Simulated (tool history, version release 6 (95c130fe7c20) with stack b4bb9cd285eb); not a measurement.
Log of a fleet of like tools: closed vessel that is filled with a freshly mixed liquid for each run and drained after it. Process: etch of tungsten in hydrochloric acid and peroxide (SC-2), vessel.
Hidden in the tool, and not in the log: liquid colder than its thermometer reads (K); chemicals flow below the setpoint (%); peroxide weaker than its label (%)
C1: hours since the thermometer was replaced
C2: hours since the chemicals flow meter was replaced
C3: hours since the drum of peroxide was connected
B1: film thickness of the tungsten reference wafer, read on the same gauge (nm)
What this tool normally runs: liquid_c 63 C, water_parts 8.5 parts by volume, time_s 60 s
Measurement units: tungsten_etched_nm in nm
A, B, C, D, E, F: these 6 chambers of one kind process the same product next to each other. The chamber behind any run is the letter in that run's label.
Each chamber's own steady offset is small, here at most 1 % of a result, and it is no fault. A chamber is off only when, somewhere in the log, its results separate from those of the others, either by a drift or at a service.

{"run": "1C", "day": 0.479, "liquid_c": 63, "water_parts": 8.5, "time_s": 60, "C1": 220.8, "C2": 577, "C3": 103.3, "B1": 100.04, "tungsten_etched_nm": 22.909}
{"run": "2F", "day": 0.933, "liquid_c": 63, "water_parts": 8.5, "time_s": 60, "C1": 590, "C2": 790.8, "C3": 234.9, "B1": 99.984, "tungsten_etched_nm": 23.333}
{"run": "3B", "day": 1.267, "liquid_c": 63, "water_parts": 8.5, "time_s": 60, "C1": 474.6, "C2": 2107.8, "C3": 446.1, "B1": 100.04, "tungsten_etched_nm": 22.746}
{"run": "4E", "day": 1.683, "liquid_c": 63, "water_parts": 8.5, "time_s": 60, "C1": 184.6, "C2": 1907.1, "C3": 64.4, "B1": 100.04, "tungsten_etched_nm": 23.152}
{"day": 2.104, "done": "chamber B: chemicals flow meter replaced"}
{"run": "5D", "day": 2.221, "liquid_c": 63, "water_parts": 8.5, "time_s": 60, "C1": 1264.6, "C2": 652.8, "C3": 1189, "B1": 99.978, "tungsten_etched_nm": 22.822}
{"day": 2.571, "done": "chamber D: new drum of peroxide connected"}
{"run": "6A", "day": 2.638, "liquid_c": 63, "water_parts": 8.5, "time_s": 60, "C1": 790.9, "C2": 905.5, "C3": 252, "B1": 99.988, "tungsten_etched_nm": 22.883}
{"run": "7E", "day": 2.983, "liquid_c": 63, "water_parts": 8.5, "time_s": 60, "C1": 215.8, "C2": 1938.3, "C3": 95.6, "B1": 100.02, "tungsten_etched_nm": 22.427}
{"run": "8C", "day": 3.258, "liquid_c": 63, "water_parts": 8.5, "time_s": 60, "C1": 287.5, "C2": 643.7, "C3": 170, "B1": 99.971, "tungsten_etched_nm": 22.75}
{"run": "9D", "day": 3.621, "liquid_c": 63, "water_parts": 8.5, "time_s": 60, "C1": 1298.2, "C2": 686.4, "C3": 25.3, "B1": 100.01, "tungsten_etched_nm": 23.039}
{"run": "10B", "day": 3.942, "liquid_c": 63, "water_parts": 8.5, "time_s": 60, "C1": 538.8, "C2": 44.2, "C3": 510.3, "B1": 100.03, "tungsten_etched_nm": 22.985}
{"run": "11F", "day": 4.358, "liquid_c": 63, "water_parts": 8.5, "time_s": 90, "C1": 672.2, "C2": 873, "C3": 317.1, "B1": 100.05, "tungsten_etched_nm": 34.403}
{"run": "12A", "day": 4.642, "liquid_c": 63, "water_parts": 8.5, "time_s": 90, "C1": 839, "C2": 953.6, "C3": 300.1, "B1": 99.993, "tungsten_etched_nm": 34.682}
{"run": "13D", "day": 5.142, "liquid_c": 63, "water_parts": 8.5, "time_s": 90, "C1": 1334.7, "C2": 722.9, "C3": 61.8, "B1": 99.991, "tungsten_etched_nm": 34.152}
{"run": "14A", "day": 5.408, "liquid_c": 63, "water_parts": 8.5, "time_s": 90, "C1": 857.4, "C2": 972, "C3": 318.5, "B1": 99.978, "tungsten_etched_nm": 33.75}
{"run": "15F", "day": 5.696, "liquid_c": 63, "water_parts": 8.5, "time_s": 90, "C1": 704.3, "C2": 905.1, "C3": 349.2, "B1": 99.959, "tungsten_etched_nm": 34.838}
{"run": "16C", "day": 6.054, "liquid_c": 63, "water_parts": 8.5, "time_s": 90, "C1": 354.6, "C2": 710.8, "C3": 237.1, "B1": 99.987, "tungsten_etched_nm": 33.768}
{"day": 6.262, "done": "chamber E: chemicals flow meter replaced"}
{"run": "17E", "day": 6.629, "liquid_c": 63, "water_parts": 8.5, "time_s": 60, "C1": 303.3, "C2": 8.9, "C3": 183.1, "B1": 99.965, "tungsten_etched_nm": 22.857}
{"run": "18B", "day": 6.904, "liquid_c": 63, "water_parts": 8.5, "time_s": 60, "C1": 609.9, "C2": 115.3, "C3": 581.4, "B1": 100.03, "tungsten_etched_nm": 23.066}
{"run": "19A", "day": 7.262, "liquid_c": 63, "water_parts": 8.5, "time_s": 60, "C1": 901.9, "C2": 1016.5, "C3": 363, "B1": 100.02, "tungsten_etched_nm": 23.155}
{"run": "20E", "day": 7.729, "liquid_c": 63, "water_parts": 8.5, "time_s": 60, "C1": 329.7, "C2": 35.3, "C3": 209.5, "B1": 99.993, "tungsten_etched_nm": 22.927}
{"run": "21B", "day": 8.021, "liquid_c": 63, "water_parts": 8.5, "time_s": 60, "C1": 636.7, "C2": 142.1, "C3": 608.2, "B1": 99.982, "tungsten_etched_nm": 22.715}
{"run": "22D", "day": 8.546, "liquid_c": 63, "water_parts": 8.5, "time_s": 60, "C1": 1416.4, "C2": 804.6, "C3": 143.5, "B1": 99.991, "tungsten_etched_nm": 23.086}
{"run": "23F", "day": 8.842, "liquid_c": 63, "water_parts": 8.5, "time_s": 60, "C1": 779.8, "C2": 980.6, "C3": 424.7, "B1": 99.969, "tungsten_etched_nm": 23.356}
{"run": "24C", "day": 9.329, "liquid_c": 63, "water_parts": 8.5, "time_s": 60, "C1": 433.2, "C2": 789.4, "C3": 315.7, "B1": 99.99, "tungsten_etched_nm": 22.138}
{"run": "25D", "day": 9.667, "liquid_c": 63, "water_parts": 8.5, "time_s": 60, "C1": 1443.3, "C2": 831.5, "C3": 170.4, "B1": 100.03, "tungsten_etched_nm": 22.698}
{"day": 9.833, "done": "chamber F: new drum of peroxide connected"}
{"run": "26F", "day": 10.246, "liquid_c": 63, "water_parts": 8.5, "time_s": 60, "C1": 813.5, "C2": 1014.3, "C3": 10, "B1": 99.981, "tungsten_etched_nm": 23.462}
{"run": "27E", "day": 10.85, "liquid_c": 63, "water_parts": 8.5, "time_s": 60, "C1": 404.6, "C2": 110.2, "C3": 284.4, "B1": 99.996, "tungsten_etched_nm": 22.778}
{"run": "28B", "day": 11.458, "liquid_c": 63, "water_parts": 8.5, "time_s": 60, "C1": 719.2, "C2": 224.6, "C3": 690.7, "B1": 100.04, "tungsten_etched_nm": 22.701}
{"run": "29C", "day": 11.938, "liquid_c": 63, "water_parts": 8.5, "time_s": 60, "C1": 495.8, "C2": 852, "C3": 378.3, "B1": 100.06, "tungsten_etched_nm": 21.958}
{"run": "30A", "day": 12.496, "liquid_c": 63, "water_parts": 8.5, "time_s": 60, "C1": 1027.5, "C2": 1142.1, "C3": 488.6, "B1": 99.944, "tungsten_etched_nm": 23.454}
{"day": 12.788, "done": "chamber A: new drum of peroxide connected"}
{"day": 12.996, "done": "chamber D: chemicals flow meter replaced"}
{"run": "31D", "day": 13.012, "liquid_c": 63, "water_parts": 8.5, "time_s": 60, "C1": 1523.6, "C2": 0.5, "C3": 250.7, "B1": 100.03, "tungsten_etched_nm": 22.967}
{"day": 13.108, "done": "chamber B: thermometer replaced"}
{"run": "32F", "day": 13.479, "liquid_c": 63, "water_parts": 8.5, "time_s": 60, "C1": 891.1, "C2": 1091.9, "C3": 87.6, "B1": 99.995, "tungsten_etched_nm": 22.852}
{"run": "33B", "day": 13.8, "liquid_c": 63, "water_parts": 12, "time_s": 30, "C1": 16.7, "C2": 280.8, "C3": 746.9, "B1": 100.03, "tungsten_etched_nm": 8.7709}
{"day": 13.862, "done": "chamber D: thermometer replaced"}
{"day": 14.021, "done": "chamber A: chemicals flow meter replaced"}
{"run": "34A", "day": 14.25, "liquid_c": 63, "water_parts": 12, "time_s": 30, "C1": 1069.6, "C2": 5.6, "C3": 35.1, "B1": 100.01, "tungsten_etched_nm": 8.5124}
{"run": "35C", "day": 14.688, "liquid_c": 63, "water_parts": 12, "time_s": 30, "C1": 561.8, "C2": 918, "C3": 444.3, "B1": 100.01, "tungsten_etched_nm": 8.1308}
{"run": "36E", "day": 15.129, "liquid_c": 63, "water_parts": 12, "time_s": 30, "C1": 507.3, "C2": 212.9, "C3": 387.1, "B1": 99.964, "tungsten_etched_nm": 8.5503}
{"run": "37D", "day": 15.612, "liquid_c": 63, "water_parts": 12, "time_s": 30, "C1": 42.1, "C2": 62.9, "C3": 313.1, "B1": 99.988, "tungsten_etched_nm": 8.5805}
{"run": "38E", "day": 16.196, "liquid_c": 63, "water_parts": 12, "time_s": 30, "C1": 532.9, "C2": 238.5, "C3": 412.7, "B1": 100.02, "tungsten_etched_nm": 8.5861}
{"run": "39F", "day": 16.779, "liquid_c": 63, "water_parts": 8.5, "time_s": 60, "C1": 970.3, "C2": 1171.1, "C3": 166.8, "B1": 100.03, "tungsten_etched_nm": 23.279}
{"run": "40B", "day": 17.05, "liquid_c": 63, "water_parts": 8.5, "time_s": 60, "C1": 94.7, "C2": 358.8, "C3": 824.9, "B1": 100.01, "tungsten_etched_nm": 23.024}
{"run": "41A", "day": 17.371, "liquid_c": 70, "water_parts": 8.5, "time_s": 60, "C1": 1144.5, "C2": 80.5, "C3": 110, "B1": 100.01, "tungsten_etched_nm": 34.737}

All chambers now run identical settings, listed one chamber a line with results as question marks. What results will each chamber show?
{"run": "42A", "day": 17.808, "liquid_c": 63, "water_parts": 8.5, "time_s": 40, "tungsten_etched_nm": "?"}
{"run": "42B", "day": 17.808, "liquid_c": 63, "water_parts": 8.5, "time_s": 40, "tungsten_etched_nm": "?"}
{"run": "42C", "day": 17.808, "liquid_c": 63, "water_parts": 8.5, "time_s": 40, "tungsten_etched_nm": "?"}
{"run": "42D", "day": 17.808, "liquid_c": 63, "water_parts": 8.5, "time_s": 40, "tungsten_etched_nm": "?"}
{"run": "42E", "day": 17.808, "liquid_c": 63, "water_parts": 8.5, "time_s": 40, "tungsten_etched_nm": "?"}
{"run": "42F", "day": 17.808, "liquid_c": 63, "water_parts": 8.5, "time_s": 40, "tungsten_etched_nm": "?"}

run=42A tungsten_etched_nm=15.524
run=42B tungsten_etched_nm=15.389
run=42C tungsten_etched_nm=14.223
run=42D tungsten_etched_nm=15.46
run=42E tungsten_etched_nm=15.453
run=42F tungsten_etched_nm=15.144
